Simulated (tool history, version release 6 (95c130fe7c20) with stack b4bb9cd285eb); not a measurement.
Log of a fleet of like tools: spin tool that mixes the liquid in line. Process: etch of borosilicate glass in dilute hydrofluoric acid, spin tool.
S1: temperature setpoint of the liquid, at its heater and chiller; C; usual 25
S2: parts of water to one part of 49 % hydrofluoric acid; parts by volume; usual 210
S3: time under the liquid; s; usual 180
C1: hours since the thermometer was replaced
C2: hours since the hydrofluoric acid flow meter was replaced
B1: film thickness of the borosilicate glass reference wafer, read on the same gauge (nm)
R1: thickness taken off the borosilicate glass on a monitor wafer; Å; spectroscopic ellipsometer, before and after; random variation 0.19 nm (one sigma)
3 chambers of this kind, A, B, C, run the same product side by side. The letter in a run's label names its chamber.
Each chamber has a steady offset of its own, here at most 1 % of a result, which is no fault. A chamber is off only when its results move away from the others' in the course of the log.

Run 1B, day 0.542: usual settings; C1 2182; C2 762.4; B1 39.983. Result: R1 270.74 Å.
Run 2C, day 0.917: usual settings; C1 728.4; C2 92.8; B1 39.955. Result: R1 272.67 Å.
Run 3A, day 1.275: usual settings; C1 1361.4; C2 157.4; B1 39.989. Result: R1 271.28 Å.
Run 4B, day 1.775: usual settings; C1 2211.6; C2 792; B1 39.994. Result: R1 269.87 Å.
Run 5C, day 2.2: usual settings; C1 759.2; C2 123.6; B1 39.98. Result: R1 275.11 Å.
Run 6A, day 2.783: usual settings; C1 1397.6; C2 193.6; B1 40.051. Result: R1 271.69 Å.
Run 7C, day 3.404: usual settings; C1 788.1; C2 152.5; B1 40.001. Result: R1 273.41 Å.
Run 8A, day 3.758: usual settings; C1 1421; C2 217; B1 39.977. Result: R1 273.16 Å.
Run 9B, day 4.267: usual settings; C1 2271.4; C2 851.8; B1 39.992. Result: R1 270.75 Å.
Run 10A, day 4.762: usual settings; C1 1445.1; C2 241.1; B1 40.009. Result: R1 276.02 Å.
Run 11B, day 5.138: usual settings; C1 2292.3; C2 872.7; B1 40.03. Result: R1 269.05 Å.
Run 12C, day 5.692: usual settings; C1 843; C2 207.4; B1 39.992. Result: R1 272.65 Å.
Run 13A, day 6.138: usual settings; C1 1478.1; C2 274.1; B1 40.019. Result: R1 270.17 Å.
Run 14C, day 6.542: usual settings; C1 863.4; C2 227.8; B1 39.99. Result: R1 272.9 Å.
Run 15B, day 6.888: usual settings; C1 2334.3; C2 914.7; B1 39.997. Result: R1 269.93 Å.
Run 16B, day 7.196: usual settings but S1 28.5 C; C1 2341.7; C2 922.1; B1 40.004. Result: R1 308.2 Å.
Run 17C, day 7.521: usual settings but S1 28.5 C; C1 886.9; C2 251.3; B1 40.008. Result: R1 311.42 Å.
Run 18A, day 7.892: usual settings but S1 28.5 C; C1 1520.2; C2 316.2; B1 39.945. Result: R1 308.33 Å.
Run 19A, day 8.529: usual settings; C1 1535.5; C2 331.5; B1 39.968. Result: R1 271.47 Å.
Run 20B, day 8.992: usual settings; C1 2384.8; C2 965.2; B1 40.018. Result: R1 268.15 Å.
Run 21C, day 9.483: usual settings; C1 934; C2 298.4; B1 39.981. Result: R1 275.68 Å.
Run 22A, day 9.942: usual settings; C1 1569.4; C2 365.4; B1 40.05. Result: R1 272.97 Å.
Run 23B, day 10.279: usual settings; C1 2415.7; C2 996.1; B1 39.986. Result: R1 269.75 Å.
Run 24C, day 10.596: usual settings; C1 960.7; C2 325.1; B1 40.042. Result: R1 277.58 Å.
Run 25B, day 10.904: usual settings; C1 2430.7; C2 1011.1; B1 39.997. Result: R1 269.6 Å.
Run 26C, day 11.4: usual settings; C1 980; C2 344.4; B1 40. Result: R1 276.37 Å.
At day 11.783: chamber A: hydrofluoric acid flow meter replaced.
Run 27A, day 11.842: usual settings; C1 1615; C2 1.4; B1 40. Result: R1 273.49 Å.
At day 12.083: chamber B: thermometer replaced.
Run 28A, day 12.446: usual settings; C1 1629.5; C2 15.9; B1 40.021. Result: R1 270.55 Å.
Run 29B, day 12.758: usual settings; C1 16.2; C2 1055.6; B1 40.027. Result: R1 268.26 Å.
Run 30C, day 13.308: usual settings; C1 1025.8; C2 390.2; B1 40. Result: R1 282.14 Å.
Run 31A, day 13.696: usual settings; C1 1659.5; C2 45.9; B1 39.967. Result: R1 271.62 Å.
Run 32B, day 14.362: usual settings but S3 95 s; C1 54.7; C2 1094.1; B1 40.066. Result: R1 141.23 Å.
Run 33C, day 14.679: usual settings but S3 95 s; C1 1058.7; C2 423.1; B1 39.975. Result: R1 148.64 Å.
Run 34A, day 15.025: usual settings but S3 95 s; C1 1691.4; C2 77.8; B1 40.034. Result: R1 142.06 Å.
Run 35C, day 15.688: usual settings; C1 1082.9; C2 447.3; B1 39.976. Result: R1 284.01 Å.
Run 36B, day 16.338: usual settings; C1 102.1; C2 1141.5; B1 40. Result: R1 272.85 Å.
Run 37A, day 16.788: usual settings; C1 1733.7; C2 120.1; B1 40.007. Result: R1 270.72 Å.
Run 38C, day 17.162: usual settings; C1 1118.3; C2 482.7; B1 39.992. Result: R1 284.77 Å.
Run 39B, day 17.662: usual settings; C1 133.9; C2 1173.3; B1 40.024. Result: R1 268.93 Å.
Run 40C, day 18.267: usual settings; C1 1144.8; C2 509.2; B1 40.019. Result: R1 288.73 Å.

All 3 chambers run these settings next. Forecast each chamber's results:
Run 41A, day 18.75: usual settings. Result: R1 ?.
Run 41B, day 18.75: usual settings. Result: R1 ?.
Run 41C, day 18.75: usual settings. Result: R1 ?.

run      R1
41A  273.51
41B  271.02
41C  288.16

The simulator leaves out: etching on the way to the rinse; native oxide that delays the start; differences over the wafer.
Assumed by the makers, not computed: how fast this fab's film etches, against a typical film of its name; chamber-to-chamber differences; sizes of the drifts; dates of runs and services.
